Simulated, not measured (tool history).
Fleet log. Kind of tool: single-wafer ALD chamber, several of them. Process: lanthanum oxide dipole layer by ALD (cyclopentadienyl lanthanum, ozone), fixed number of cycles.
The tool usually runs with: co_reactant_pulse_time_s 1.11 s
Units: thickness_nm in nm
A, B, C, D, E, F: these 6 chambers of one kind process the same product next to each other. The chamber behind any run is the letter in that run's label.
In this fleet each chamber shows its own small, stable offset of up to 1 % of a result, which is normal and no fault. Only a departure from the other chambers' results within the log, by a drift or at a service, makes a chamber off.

run,hour,co_reactant_pulse_time_s,"read-back reference wafer on the same gauge, thickness_nm",thickness_nm
1D,3.8,1.11,0.47417,0.51156
2C,8.5,1.11,0.47368,0.51473
3E,12.4,1.11,0.47412,0.51226
4A,16.0,1.11,0.47412,0.51470
5F,19.9,1.11,0.47390,0.51543
6B,24.8,1.11,0.47396,0.51274
7B,31.9,0.98,0.47375,0.49312
8D,36.7,0.98,0.47395,0.49362
9F,42.1,0.98,0.47410,0.49446
10A,46.6,0.98,0.47384,0.49509
11C,52.6,0.98,0.47359,0.49807
12E,57.8,0.98,0.47426,0.49311
13E,65.0,1.31,0.47378,0.53254
14F,72.2,1.31,0.47414,0.53773
15A,79.0,1.31,0.47415,0.53495
16B,83.8,1.31,0.47394,0.53384
17C,88.5,1.31,0.47410,0.53848
# hour 90.2: chamber A: ozone generator serviced
18D,95.2,1.31,0.47401,0.53459
19A,102.1,0.91,0.47399,0.48543
20B,108.7,0.91,0.47390,0.48312
21D,112.6,0.91,0.47404,0.48065
22F,116.2,0.91,0.47418,0.47575
23E,122.6,0.91,0.47411,0.48163
# hour 124.0: chamber B: thermocouple changed; heater temperature recalibrated
24C,128.3,0.91,0.47404,0.48693
25C,131.7,1.11,0.47382,0.51651
26A,135.9,0.79,0.47373,0.45923
27F,139.0,0.79,0.47384,0.44746
28B,143.6,0.79,0.47395,0.45588
29E,149.0,0.79,0.47409,0.45500
30D,153.0,0.79,0.47443,0.45735
31C,160.2,0.79,0.47427,0.46123
32A,166.7,1.11,0.47383,0.51413
33B,172.9,1.11,0.47392,0.51283
34D,176.4,1.11,0.47404,0.51214
35E,182.1,1.11,0.47426,0.51239
36F,189.0,1.11,0.47398,0.50603
37C,194.7,1.11,0.47409,0.52089
38B,198.8,1.11,0.47428,0.51359
39A,205.5,1.11,0.47444,0.51400

Read the log: is a single chamber off, either drifting away or since a service, is the gauge that measures every chamber drifting, or is nothing wrong beyond small per-chamber offsets? Name any odd chamber and what most likely caused it.

It is chamber F that slowly wanders off from its peers.
Cause: ozone dose below that of a generator just serviced (%) = 8.74.

Which of the 4 candidates below, each the usual settings with something changed and its results left as question marks, puts chamber F back in line with what the other chambers give on the usual settings?
Allowed miss from the other chambers' usual-settings mean, per result, to count as in line: thickness_nm 0.00430 nm
40F-1,210.7,1.19,,?
40F-2,210.7,1.08,,?
40F-3,210.7,1.03,,?
40F-4,210.7,1.14,,?

Average result of the remaining chambers running the usual settings: thickness_nm 0.51408 nm
run,thickness_nm
40F-1,0.51294
40F-2,0.49791
40F-3,0.48999
40F-4,0.50649
Change 40F-1 lands the chamber within the allowed miss of the other chambers.

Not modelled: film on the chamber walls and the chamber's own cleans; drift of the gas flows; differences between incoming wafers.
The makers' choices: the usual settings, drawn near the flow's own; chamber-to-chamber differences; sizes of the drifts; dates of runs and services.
